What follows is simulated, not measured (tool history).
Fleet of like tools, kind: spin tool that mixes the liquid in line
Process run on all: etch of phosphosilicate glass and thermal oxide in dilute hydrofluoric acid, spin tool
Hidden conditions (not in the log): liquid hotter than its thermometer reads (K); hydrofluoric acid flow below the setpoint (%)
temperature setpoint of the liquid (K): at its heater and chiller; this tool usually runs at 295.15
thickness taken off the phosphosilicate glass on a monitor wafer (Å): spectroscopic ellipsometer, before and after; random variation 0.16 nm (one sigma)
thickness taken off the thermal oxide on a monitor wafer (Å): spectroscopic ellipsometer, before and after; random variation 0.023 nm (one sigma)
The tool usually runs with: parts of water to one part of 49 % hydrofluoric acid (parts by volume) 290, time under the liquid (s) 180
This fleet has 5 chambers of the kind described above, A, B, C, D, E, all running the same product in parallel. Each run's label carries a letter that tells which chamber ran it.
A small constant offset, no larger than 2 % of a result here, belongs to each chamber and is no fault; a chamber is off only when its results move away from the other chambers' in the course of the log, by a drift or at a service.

run,day,temperature setpoint of the liquid (K),parts of water to one part of 49 % hydrofluoric acid (parts by volume),time under the liquid (s),hours since the thermometer was replaced,hours since the hydrofluoric acid flow meter was replaced,"read-back film thickness of the phosphosilicate glass reference wafer, read on the same gauge (nm)","read-back film thickness of the thermal oxide reference wafer, read on the same gauge (nm)",thickness taken off the phosphosilicate glass on a monitor wafer (Å),thickness taken off the thermal oxide on a monitor wafer (Å)
1A,0.092,295.15,290,180,1423.5,720.4,79.999,140.02,334.79,22.577
2B,0.171,295.15,290,180,970.5,65.2,80.009,140.00,336.73,23.172
3C,0.312,295.15,290,180,433.6,1379.6,79.985,139.99,337.84,22.379
4E,0.479,295.15,290,180,179.0,566.3,79.982,140.01,329.67,22.448
5D,0.650,295.15,290,180,1008.6,196.9,80.018,140.00,334.46,22.263
6B,0.758,295.15,290,180,984.6,79.3,79.997,140.00,333.32,23.026
7D,0.896,295.15,290,180,1014.5,202.8,80.006,139.98,335.79,22.622
8A,0.988,295.15,290,180,1445.0,741.9,80.011,140.00,336.76,23.120
9E,1.129,295.15,290,180,194.6,581.9,80.004,140.01,330.16,22.823
10C,1.288,295.15,375,180,457.0,1403.0,79.990,140.00,241.05,16.189
11B,1.375,295.15,375,180,999.4,94.1,80.047,139.98,242.96,16.405
# day 1.496: chamber A: hydrofluoric acid flow meter replaced
12C,1.500,295.15,375,180,462.1,1408.1,80.004,140.01,242.44,16.249
13D,1.621,295.15,375,180,1031.9,220.2,80.035,139.99,240.30,16.243
14A,1.750,295.15,375,180,1463.3,6.2,80.011,140.00,247.76,16.751
15E,1.838,295.15,290,180,211.6,598.9,79.996,140.01,331.24,22.715
16C,1.925,295.15,290,180,472.3,1418.3,79.992,140.02,339.05,22.598
17B,2.100,295.15,290,180,1016.8,111.5,79.990,140.03,339.46,23.090
18D,2.204,295.15,290,180,1045.9,234.2,80.000,140.03,333.42,22.141
19A,2.379,295.15,430,270,1478.4,21.3,80.035,140.00,309.95,21.160
20E,2.512,295.15,430,270,227.8,615.1,79.978,139.99,298.31,19.746
21D,2.650,295.15,430,270,1056.6,244.9,79.978,140.00,301.11,20.036
22E,2.767,295.15,430,270,233.9,621.2,80.005,139.98,298.71,20.208
23C,2.921,295.15,430,270,496.2,1442.2,79.992,139.98,305.21,20.528
24B,3.025,295.15,290,180,1039.0,133.7,79.991,139.99,336.19,23.061
25A,3.192,295.15,290,180,1497.9,40.8,80.001,139.98,353.62,24.271
26D,3.358,291.15,290,180,1073.6,261.9,79.980,139.99,286.60,19.359
27B,3.462,291.15,290,180,1049.5,144.2,80.028,140.00,289.73,19.768
28A,3.567,291.15,290,180,1506.9,49.8,80.008,140.01,308.31,21.033
29E,3.729,291.15,290,180,257.0,644.3,80.021,140.01,288.25,19.394
30C,3.812,291.15,290,180,517.6,1463.6,79.988,140.00,288.37,19.574
31E,3.962,295.15,290,180,262.6,649.9,80.008,140.01,330.79,22.374
32C,4.088,295.15,290,180,524.2,1470.2,80.024,139.98,336.48,22.701

Predict what each chamber gives when all 5 of them run the settings below next.
33A,4.217,295.15,290,255,,,,,?,?
33B,4.217,295.15,290,255,,,,,?,?
33C,4.217,295.15,290,255,,,,,?,?
33D,4.217,295.15,290,255,,,,,?,?
33E,4.217,295.15,290,255,,,,,?,?

run,thickness taken off the phosphosilicate glass on a monitor wafer (Å),thickness taken off the thermal oxide on a monitor wafer (Å)
33A,508.42,34.712
33B,474.91,32.657
33C,480.44,31.648
33D,475.50,32.232
33E,475.90,32.378
